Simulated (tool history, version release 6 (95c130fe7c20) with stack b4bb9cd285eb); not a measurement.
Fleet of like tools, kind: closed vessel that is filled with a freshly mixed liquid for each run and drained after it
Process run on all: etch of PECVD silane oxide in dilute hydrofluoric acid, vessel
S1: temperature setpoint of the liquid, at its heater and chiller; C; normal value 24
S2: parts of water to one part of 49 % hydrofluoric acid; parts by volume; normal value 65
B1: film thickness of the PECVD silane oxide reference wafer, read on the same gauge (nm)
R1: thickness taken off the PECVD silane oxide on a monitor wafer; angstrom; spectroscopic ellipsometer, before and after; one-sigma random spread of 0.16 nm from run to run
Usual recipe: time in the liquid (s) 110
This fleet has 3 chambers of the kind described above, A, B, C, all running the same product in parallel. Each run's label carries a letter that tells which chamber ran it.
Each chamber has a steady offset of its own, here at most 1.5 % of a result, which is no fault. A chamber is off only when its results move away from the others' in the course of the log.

run 1B day=0.35 | S1=24 S2=65 time_in_the_liquid_(s)=110 | B1=59.989 | R1=262.1
run 2A day=0.767 | S1=24 S2=65 time_in_the_liquid_(s)=110 | B1=60.011 | R1=266.03
run 3C day=1.142 | S1=24 S2=65 time_in_the_liquid_(s)=110 | B1=59.999 | R1=263
run 4A day=1.458 | S1=24 S2=65 time_in_the_liquid_(s)=110 | B1=59.947 | R1=264.46
run 5C day=1.729 | S1=24 S2=65 time_in_the_liquid_(s)=110 | B1=60.011 | R1=266.19
run 6B day=2.183 | S1=24 S2=65 time_in_the_liquid_(s)=160 | B1=59.984 | R1=381.35
run 7A day=2.475 | S1=24 S2=65 time_in_the_liquid_(s)=160 | B1=59.969 | R1=384.83
run 8C day=2.75 | S1=24 S2=65 time_in_the_liquid_(s)=160 | B1=59.993 | R1=378.52
run 9B day=2.983 | S1=24 S2=65 time_in_the_liquid_(s)=110 | B1=60.008 | R1=261.53
run 10B day=3.192 | S1=24 S2=65 time_in_the_liquid_(s)=110 | B1=59.965 | R1=262.83
run 11A day=3.658 | S1=24 S2=65 time_in_the_liquid_(s)=110 | B1=60.014 | R1=258.26
run 12C day=3.908 | S1=24 S2=65 time_in_the_liquid_(s)=110 | B1=59.969 | R1=266.09
run 13B day=4.312 | S1=24 S2=65 time_in_the_liquid_(s)=110 | B1=59.985 | R1=264.14
run 14C day=4.767 | S1=24 S2=65 time_in_the_liquid_(s)=110 | B1=59.985 | R1=264.76
run 15A day=5.058 | S1=24 S2=65 time_in_the_liquid_(s)=110 | B1=59.983 | R1=252.02
run 16C day=5.333 | S1=24 S2=65 time_in_the_liquid_(s)=110 | B1=59.983 | R1=264.06
run 17B day=5.696 | S1=24 S2=65 time_in_the_liquid_(s)=110 | B1=60.005 | R1=261.52
run 18A day=6.092 | S1=24 S2=80 time_in_the_liquid_(s)=160 | B1=60.023 | R1=288.8
run 19A day=6.362 | S1=24 S2=80 time_in_the_liquid_(s)=160 | B1=60.029 | R1=288.06
run 20C day=6.646 | S1=24 S2=80 time_in_the_liquid_(s)=160 | B1=59.966 | R1=310.47

Next, every chamber runs the same settings. What will each give?
run 21A day=6.988 | S1=24 S2=65 time_in_the_liquid_(s)=110 | R1=?
run 21B day=6.988 | S1=24 S2=65 time_in_the_liquid_(s)=110 | R1=?
run 21C day=6.988 | S1=24 S2=65 time_in_the_liquid_(s)=110 | R1=?

run=21A R1=243.85
run=21B R1=262.46
run=21C R1=264.86
